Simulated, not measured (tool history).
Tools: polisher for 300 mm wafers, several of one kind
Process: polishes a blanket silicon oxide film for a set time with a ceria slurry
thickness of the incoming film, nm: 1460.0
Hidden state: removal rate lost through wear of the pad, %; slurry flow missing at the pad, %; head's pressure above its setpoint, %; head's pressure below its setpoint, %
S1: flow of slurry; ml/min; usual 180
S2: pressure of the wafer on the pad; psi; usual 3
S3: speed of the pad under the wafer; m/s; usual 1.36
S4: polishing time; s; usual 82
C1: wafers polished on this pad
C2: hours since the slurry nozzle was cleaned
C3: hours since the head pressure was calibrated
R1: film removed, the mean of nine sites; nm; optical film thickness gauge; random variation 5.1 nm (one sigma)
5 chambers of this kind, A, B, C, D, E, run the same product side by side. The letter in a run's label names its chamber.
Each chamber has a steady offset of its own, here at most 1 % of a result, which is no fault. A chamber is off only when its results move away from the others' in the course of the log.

| run | hour | S1 | S2 | S3 | S4 | C1 | C2 | C3 | R1 |
|---|---|---|---|---|---|---|---|---|---|
|  | 3.2 | chamber C: worn pad replaced by a new one |
| 1B | 3.5 | 180 | 3 | 1.36 | 82 | 366 | 208.4 | 939.6 | 460.52 |
|  | 10.2 | chamber D: worn pad replaced by a new one |
| 2C | 10.9 | 180 | 3 | 1.36 | 82 | 104 | 399.8 | 444.2 | 468.74 |
| 3A | 16.7 | 180 | 3 | 1.36 | 82 | 310 | 474 | 1037.7 | 465.83 |
|  | 18.1 | chamber B: worn pad replaced by a new one |
| 4D | 20.9 | 180 | 3 | 1.36 | 82 | 144 | 36.5 | 740.7 | 464.39 |
| 5E | 24.5 | 180 | 3 | 1.36 | 82 | 370 | 445.2 | 131.9 | 466.65 |
| 6E | 30.1 | 180 | 3 | 1.36 | 82 | 446 | 450.8 | 137.5 | 467.55 |
| 7A | 37 | 180 | 3 | 1.36 | 82 | 583 | 494.3 | 1058 | 460.66 |
| 8C | 40.9 | 180 | 3 | 1.36 | 82 | 508 | 429.8 | 474.2 | 465.06 |
| 9B | 47.4 | 180 | 3 | 1.36 | 82 | 395 | 252.3 | 983.5 | 455.21 |
| 10D | 52.8 | 180 | 3 | 1.36 | 82 | 574 | 68.4 | 772.6 | 472.65 |
| 11C | 58.6 | 180 | 3 | 1.36 | 82 | 747 | 447.5 | 491.9 | 469.3 |
|  | 59 | chamber B: worn pad replaced by a new one |
| 12B | 63.2 | 180 | 3 | 1.36 | 82 | 57 | 268.1 | 999.3 | 464.09 |
|  | 63.9 | chamber A: slurry nozzle cleaned |
|  | 64.5 | chamber E: worn pad replaced by a new one |
| 13A | 70.9 | 180 | 3 | 1.36 | 82 | 1040 | 7 | 1091.9 | 468.81 |
|  | 72.4 | chamber C: worn pad replaced by a new one |
| 14D | 78.2 | 180 | 3 | 1.36 | 82 | 917 | 93.8 | 798 | 469.93 |
| 15E | 82.5 | 180 | 3 | 1.36 | 82 | 243 | 503.2 | 189.9 | 466.23 |
| 16E | 88.2 | 180 | 3 | 1.36 | 82 | 319 | 508.9 | 195.6 | 467.6 |
| 17B | 93.1 | 180 | 3 | 1.54 | 82 | 460 | 298 | 1029.2 | 523.57 |
| 18D | 97.5 | 180 | 3 | 1.54 | 82 | 1177 | 113.1 | 817.3 | 539.41 |
|  | 100.9 | chamber B: worn pad replaced by a new one |
|  | 101.2 | chamber A: worn pad replaced by a new one |
| 19C | 103.6 | 180 | 3 | 1.54 | 82 | 421 | 492.5 | 536.9 | 532.79 |
| 20A | 110.6 | 180 | 3 | 1.54 | 82 | 127 | 46.7 | 1131.6 | 519.41 |
|  | 112.7 | chamber E: slurry nozzle cleaned |
| 21C | 114.1 | 180 | 3 | 1.54 | 82 | 562 | 503 | 547.4 | 524.92 |
|  | 120.2 | chamber D: head pressure recalibrated |
| 22D | 121.3 | 180 | 3 | 1.36 | 82 | 1498 | 136.9 | 1.1 | 417.45 |
|  | 127.1 | chamber D: worn pad replaced by a new one |
| 23E | 128.4 | 180 | 3 | 1.36 | 82 | 861 | 15.8 | 235.8 | 466.05 |
| 24B | 134.3 | 130 | 3 | 1.36 | 55 | 451 | 339.2 | 1070.4 | 290.75 |
|  | 135.1 | chamber E: worn pad replaced by a new one |
| 25A | 142.2 | 130 | 3 | 1.36 | 55 | 553 | 78.3 | 1163.2 | 294.35 |
| 26C | 147.1 | 130 | 3 | 1.36 | 55 | 1007 | 536 | 580.4 | 295.96 |
|  | 148.9 | chamber B: worn pad replaced by a new one |
|  | 150.6 | chamber C: worn pad replaced by a new one |
| 27D | 152.3 | 130 | 3 | 1.36 | 55 | 339 | 167.9 | 32.1 | 267.54 |
| 28A | 157.2 | 130 | 3 | 1.36 | 55 | 755 | 93.3 | 1178.2 | 295.51 |
|  | 161.1 | chamber A: head pressure recalibrated |
|  | 163.7 | chamber B: head pressure recalibrated |
| 29E | 164.3 | 180 | 3 | 1.36 | 82 | 394 | 51.7 | 271.7 | 472.47 |
| 30B | 167.7 | 180 | 3 | 1.36 | 82 | 253 | 372.6 | 4 | 467.3 |
| 31C | 172.2 | 180 | 3 | 1.36 | 82 | 291 | 561.1 | 605.5 | 463.99 |
| 32D | 176.2 | 180 | 3 | 1.36 | 82 | 661 | 191.8 | 56 | 412.39 |
| 33E | 180.3 | 180 | 3 | 1.36 | 82 | 609 | 67.7 | 287.7 | 458.45 |
| 34A | 185.5 | 160 | 3 | 1.36 | 82 | 1136 | 121.6 | 24.5 | 456.07 |
| 35B | 189.1 | 160 | 3 | 1.36 | 82 | 541 | 394 | 25.4 | 463.18 |
|  | 191.7 | chamber B: worn pad replaced by a new one |
| 36E | 195.6 | 160 | 3 | 1.36 | 82 | 816 | 83 | 303 | 468.38 |
|  | 199 | chamber E: worn pad replaced by a new one |
| 37A | 200.6 | 160 | 3 | 1.36 | 82 | 1340 | 136.7 | 39.6 | 456.96 |
| 38D | 204.6 | 160 | 3 | 1.36 | 82 | 1044 | 220.2 | 84.4 | 411.87 |
| 39C | 208.6 | 180 | 3 | 1.36 | 82 | 782 | 597.5 | 641.9 | 468.78 |
| 40B | 213.2 | 180 | 3 | 1.36 | 82 | 290 | 418.1 | 49.5 | 469.44 |
| 41E | 217.6 | 180 | 3 | 1.36 | 82 | 251 | 105 | 325 | 465.59 |
|  | 218.6 | chamber C: worn pad replaced by a new one |
| 42C | 222.2 | 180 | 3.7 | 1.36 | 82 | 48 | 611.1 | 655.5 | 578.62 |

What goes on in this fleet: one chamber off, a drifting gauge, or nothing beyond the chambers' own small offsets? Name the chamber and the cause, if any.

A service left chamber D off against the others.
Cause: head's pressure below its setpoint, % = 10.5.

Here are 4 candidates for chamber D's next run, each the usual settings with a change, their results left as question marks. Which one brings its results back in line with what the others give on the usual settings?
In line means no further than this from the other chambers' mean on the usual settings: R1 18 nm
| 43D-1 | 227.9 | 180 | 3 | 1.36 | 85 |  |  |  | ? |
| 43D-2 | 227.9 | 180 | 2.9 | 1.28 | 82 |  |  |  | ? |
| 43D-3 | 227.9 | 180 | 3 | 1.34 | 81 |  |  |  | ? |
| 43D-4 | 227.9 | 180 | 3 | 1.44 | 86 |  |  |  | ? |

The other chambers' mean on the usual settings: R1 467.84 nm
| run | R1 |
|---|---|
| 43D-1 | 435.38 |
| 43D-2 | 381.87 |
| 43D-3 | 408.71 |
| 43D-4 | 466.74 |
43D-4 brings the chamber back in line.
